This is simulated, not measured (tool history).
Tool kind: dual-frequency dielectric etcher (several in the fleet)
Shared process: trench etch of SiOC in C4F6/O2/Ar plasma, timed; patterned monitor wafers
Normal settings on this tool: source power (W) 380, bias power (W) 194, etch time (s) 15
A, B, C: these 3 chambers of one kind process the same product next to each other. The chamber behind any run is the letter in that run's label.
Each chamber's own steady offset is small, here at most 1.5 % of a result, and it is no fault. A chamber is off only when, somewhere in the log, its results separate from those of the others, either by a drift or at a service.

run   hour  source power (W)  bias power (W)  etch time (s)  read-back reference wafer on the same gauge, depth_nm  mean etch depth across the wafer (angstrom)
 1A   14.4               380             194             15                                                 29.618                                       310.04
 2C   24.7               380             194             15                                                 29.612                                       309.54
 3B   34.9               380             194             15                                                 29.609                                        311.9
 4B   48.9               380             194             15                                                 29.619                                       313.06
 5C   60.7               380             194             15                                                 29.623                                        309.2
 6A   75.2               380             194             15                                                 29.635                                       309.98
      83.5  -- chamber C: wet clean of the chamber
 7A   86.3               380             194             15                                                 29.644                                       309.13
 8C   93.6               380             194             15                                                 29.641                                       310.23
 9B  108.2               380             214             15                                                 29.636                                       323.03
10A  122.1               380             214             15                                                  29.65                                       320.05
11C  136.1               380             214             15                                                 29.642                                       320.71
12B  146.2               380             194             15                                                 29.647                                        313.2
13A  156.2               380             194             15                                                 29.662                                       310.88
14C  165.8               380             194             15                                                 29.656                                       310.07
15B  181.7               380             194             15                                                 29.665                                        313.4
16A  191.8               380             194             15                                                  29.68                                       310.23
17B  207.8               380             194             15                                                 29.671                                       313.18
18C  220.4               310             166             15                                                 29.686                                       272.62
19C  231.8               310             166             15                                                 29.687                                       271.66
20B  247.5               310             166             15                                                 29.698                                       276.41
21A  262.7               380             194             15                                                 29.702                                       310.67
22C  278.9               380             194             15                                                 29.704                                       310.22
23A  291.8               380             194             15                                                 29.714                                       311.06
     302.1  -- chamber B: wet clean of the chamber
     305.1  -- chamber C: bias power generator calibrated
24B  305.8               340             216             15                                                 29.714                                       311.02
       312  -- chamber A: wet clean of the chamber
25C  314.5               340             216             15                                                 29.718                                       307.56
26A    323               340             216             15                                                 29.729                                       308.15
27B  332.8               380             194             15                                                 29.726                                       314.34
28C    348               380             194             15                                                  29.72                                       311.08
29B  359.5               380             175             15                                                 29.736                                        303.2
30A  375.6               380             175             15                                                 29.743                                       301.48
31B  390.3               380             175             15                                                  29.74                                       303.63
32A  403.2               380             194             15                                                 29.757                                        310.7
     409.2  -- chamber A: bias power generator calibrated
33C  413.6               380             194             15                                                 29.749                                       311.67
34C  426.8               430             166             15                                                 29.754                                          311
35A  436.3               430             166             15                                                 29.755                                        311.1
36B  445.6               430             166             15                                                 29.767                                       314.41
37C  459.8               380             194             15                                                 29.789                                       310.32
     460.7  -- chamber C: wet clean of the chamber
38A  470.3               380             194             15                                                 29.776                                       312.24
39B    482               380             194             15                                                 29.774                                       313.74
40B  496.8               380             194             15                                                 29.783                                       314.02
41C  508.1               420             194             15                                                 29.784                                       323.85

All 3 chambers run these settings next. Forecast each chamber's results:
42A   520               380             194             15                                                                                                   ?
42B   520               380             194             15                                                                                                   ?
42C   520               380             194             15                                                                                                   ?

run  mean etch depth across the wafer (angstrom)
42A                                       311.79
42B                                       314.89
42C                                       311.81
